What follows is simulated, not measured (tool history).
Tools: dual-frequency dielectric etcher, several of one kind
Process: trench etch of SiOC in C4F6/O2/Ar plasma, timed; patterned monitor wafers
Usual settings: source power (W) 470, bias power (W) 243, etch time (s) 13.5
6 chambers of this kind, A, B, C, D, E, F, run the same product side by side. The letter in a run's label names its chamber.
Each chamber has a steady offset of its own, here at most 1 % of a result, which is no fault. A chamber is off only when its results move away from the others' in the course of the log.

run   hour  source power (W)  bias power (W)  etch time (s)  read-back reference wafer on the same gauge, depth_nm  mean etch depth across the wafer (angstrom)
 1E    5.3               470             243           13.5                                                 33.116                                       328.73
 2B    9.4               470             243           13.5                                                 33.119                                       328.64
 3F   13.4               470             243           13.5                                                  33.11                                       331.43
 4A   18.4               470             243           13.5                                                 33.116                                       330.79
 5D   22.2               470             243           13.5                                                 33.128                                       328.11
      25.4  -- chamber A: wet clean of the chamber
 6C   26.4               470             243           13.5                                                 33.129                                       326.86
 7F   32.9               470             243           13.5                                                 33.133                                       329.77
 8C   38.1               470             243           13.5                                                 33.129                                       325.98
 9E   44.4               470             243           11.5                                                 33.156                                       279.68
10A     49               470             243           11.5                                                  33.15                                       281.69
11D   52.8               470             243           11.5                                                 33.157                                       280.85
      53.3  -- chamber F: source power generator calibrated
12B   56.4               470             243           11.5                                                 33.164                                       279.97
13B   62.9               470             243           11.5                                                 33.182                                       281.13
14C   68.7               470             243           11.5                                                 33.183                                       279.19
      71.5  -- chamber B: wet clean of the chamber
15E   74.9               470             243           13.5                                                 33.175                                       329.29
16D   78.2               470             243           13.5                                                  33.18                                       328.69
17F   82.3               470             243           13.5                                                 33.185                                       330.76
18A   88.8               470             271             15                                                 33.192                                       379.56
19E   93.7               470             271             15                                                 33.178                                       379.59
20B   98.4               470             271             15                                                 33.205                                       380.57
21D  103.6               470             271             15                                                 33.218                                       379.13
22F  107.8               470             271             15                                                 33.217                                       381.66
     113.3  -- chamber C: source power generator calibrated
23C    114               470             271             15                                                 33.222                                       376.22
24A  118.9               470             243           13.5                                                 33.217                                       331.96
25D  125.3               470             243           13.5                                                 33.222                                       329.38
26B  128.3               470             243           13.5                                                 33.232                                       329.89
27C  133.3               470             243           13.5                                                 33.249                                       328.13
28A  139.8               470             243           13.5                                                 33.254                                       331.29
29F  146.1               470             243           13.5                                                 33.247                                          332
     146.7  -- chamber C: wet clean of the chamber
30E  152.3               580             243           15.5                                                 33.265                                       410.61
31B  158.3               580             243           15.5                                                 33.269                                       411.53
32D  163.1               580             243           15.5                                                 33.277                                        410.4
33F    168               580             243           15.5                                                 33.278                                       414.66
34A    172               580             243           15.5                                                 33.278                                       413.35
35C  177.5               580             243           15.5                                                 33.292                                       408.83
36E  182.1               470             243           13.5                                                 33.279                                       330.91
37F  185.9               470             243           13.5                                                 33.315                                       330.77
38A  189.7               470             243           13.5                                                 33.306                                       331.46
39B  193.8               380             295           13.5                                                 33.316                                       326.57
40C  198.6               380             295           13.5                                                 33.301                                       322.84
41D  204.3               380             295           13.5                                                 33.321                                       325.16
42E  207.7               380             295           13.5                                                 33.324                                        325.4
43D  211.1               380             295           13.5                                                 33.314                                       324.31

What goes on in this fleet: one chamber off, a drifting gauge, or nothing beyond the chambers' own small offsets? Name the chamber and the cause, if any.

The gauge drifts, so all chambers seem to drift together. No chamber is off.
Cause: gauge reads high (%) = 0.687.
